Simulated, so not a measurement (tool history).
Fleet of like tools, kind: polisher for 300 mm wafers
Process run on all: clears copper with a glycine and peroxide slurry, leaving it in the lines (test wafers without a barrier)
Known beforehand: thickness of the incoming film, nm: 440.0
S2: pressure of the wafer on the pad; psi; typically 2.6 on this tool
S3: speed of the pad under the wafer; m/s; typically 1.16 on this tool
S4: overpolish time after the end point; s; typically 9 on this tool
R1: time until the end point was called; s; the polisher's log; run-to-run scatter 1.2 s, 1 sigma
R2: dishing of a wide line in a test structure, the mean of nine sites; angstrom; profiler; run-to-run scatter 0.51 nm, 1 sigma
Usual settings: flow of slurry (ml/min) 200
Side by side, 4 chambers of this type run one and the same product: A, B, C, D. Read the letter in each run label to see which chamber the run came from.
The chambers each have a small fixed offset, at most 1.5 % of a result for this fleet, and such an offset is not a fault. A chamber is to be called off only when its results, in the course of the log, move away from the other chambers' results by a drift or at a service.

At hour 2.7: chamber A: worn pad replaced by a new one.
Run 1A, hour 3.6: usual settings. Result: R1 82.566 s, R2 277.91 angstrom.
Run 2C, hour 8.8: usual settings. Result: R1 87.193 s, R2 279.19 angstrom.
Run 3D, hour 12.8: usual settings. Result: R1 83.797 s, R2 265.5 angstrom.
Run 4B, hour 17.8: usual settings. Result: R1 86.456 s, R2 281.22 angstrom.
Run 5B, hour 21.9: usual settings. Result: R1 84.192 s, R2 268.65 angstrom.
At hour 25.9: chamber C: worn pad replaced by a new one.
Run 6A, hour 25.9: usual settings. Result: R1 84.466 s, R2 278.06 angstrom.
Run 7D, hour 30.9: usual settings. Result: R1 84.559 s, R2 281.88 angstrom.
Run 8C, hour 34.8: usual settings. Result: R1 84.233 s, R2 273.67 angstrom.
Run 9C, hour 39.9: usual settings but flow of slurry (ml/min) 145, S4 13 s. Result: R1 88.95 s, R2 348.99 angstrom.
Run 10A, hour 44: usual settings but flow of slurry (ml/min) 145, S4 13 s. Result: R1 88.091 s, R2 335.56 angstrom.
Run 11D, hour 49.3: usual settings but flow of slurry (ml/min) 145, S4 13 s. Result: R1 88.938 s, R2 332.09 angstrom.
Run 12B, hour 52.6: usual settings but flow of slurry (ml/min) 145, S4 13 s. Result: R1 91.634 s, R2 330.37 angstrom.
Run 13D, hour 58: usual settings. Result: R1 83.679 s, R2 274.46 angstrom.
Run 14B, hour 63.3: usual settings but flow of slurry (ml/min) 155. Result: R1 87.91 s, R2 262.64 angstrom.
Run 15A, hour 66.9: usual settings but flow of slurry (ml/min) 155. Result: R1 89.761 s, R2 257.93 angstrom.
Run 16C, hour 70: usual settings but flow of slurry (ml/min) 155. Result: R1 88.886 s, R2 268.83 angstrom.
At hour 71.7: chamber D: worn pad replaced by a new one.
Run 17C, hour 73.1: usual settings but flow of slurry (ml/min) 155. Result: R1 87.269 s, R2 273.44 angstrom.
Run 18B, hour 77.7: usual settings. Result: R1 85.645 s, R2 265.72 angstrom.
At hour 79.3: chamber B: worn pad replaced by a new one.
Run 19A, hour 80.3: usual settings but flow of slurry (ml/min) 250, S4 5 s. Result: R1 82.697 s, R2 183.44 angstrom.
Run 20D, hour 84.3: usual settings but flow of slurry (ml/min) 250, S4 5 s. Result: R1 80.791 s, R2 177.98 angstrom.
Run 21C, hour 88.6: usual settings but flow of slurry (ml/min) 250, S4 5 s. Result: R1 80.406 s, R2 172.8 angstrom.
Run 22D, hour 92.4: usual settings but flow of slurry (ml/min) 250, S4 5 s. Result: R1 82.143 s, R2 184.47 angstrom.
Run 23A, hour 97.9: usual settings but flow of slurry (ml/min) 235, S2 2.3 psi. Result: R1 91.237 s, R2 259.91 angstrom.
Run 24B, hour 102.2: usual settings but flow of slurry (ml/min) 235, S2 2.3 psi. Result: R1 92.488 s, R2 258.9 angstrom.

For the next run the whole fleet of 4 chambers uses the same settings. Give each chamber's results:
Run 25A, hour 106.1: usual settings. Result: R1 ?, R2 ?.
Run 25B, hour 106.1: usual settings. Result: R1 ?, R2 ?.
Run 25C, hour 106.1: usual settings. Result: R1 ?, R2 ?.
Run 25D, hour 106.1: usual settings. Result: R1 ?, R2 ?.

run      R1      R2
25A  83.598  267.08
25B   85.67  265.13
25C  85.398  278.04
25D  85.133  276.05

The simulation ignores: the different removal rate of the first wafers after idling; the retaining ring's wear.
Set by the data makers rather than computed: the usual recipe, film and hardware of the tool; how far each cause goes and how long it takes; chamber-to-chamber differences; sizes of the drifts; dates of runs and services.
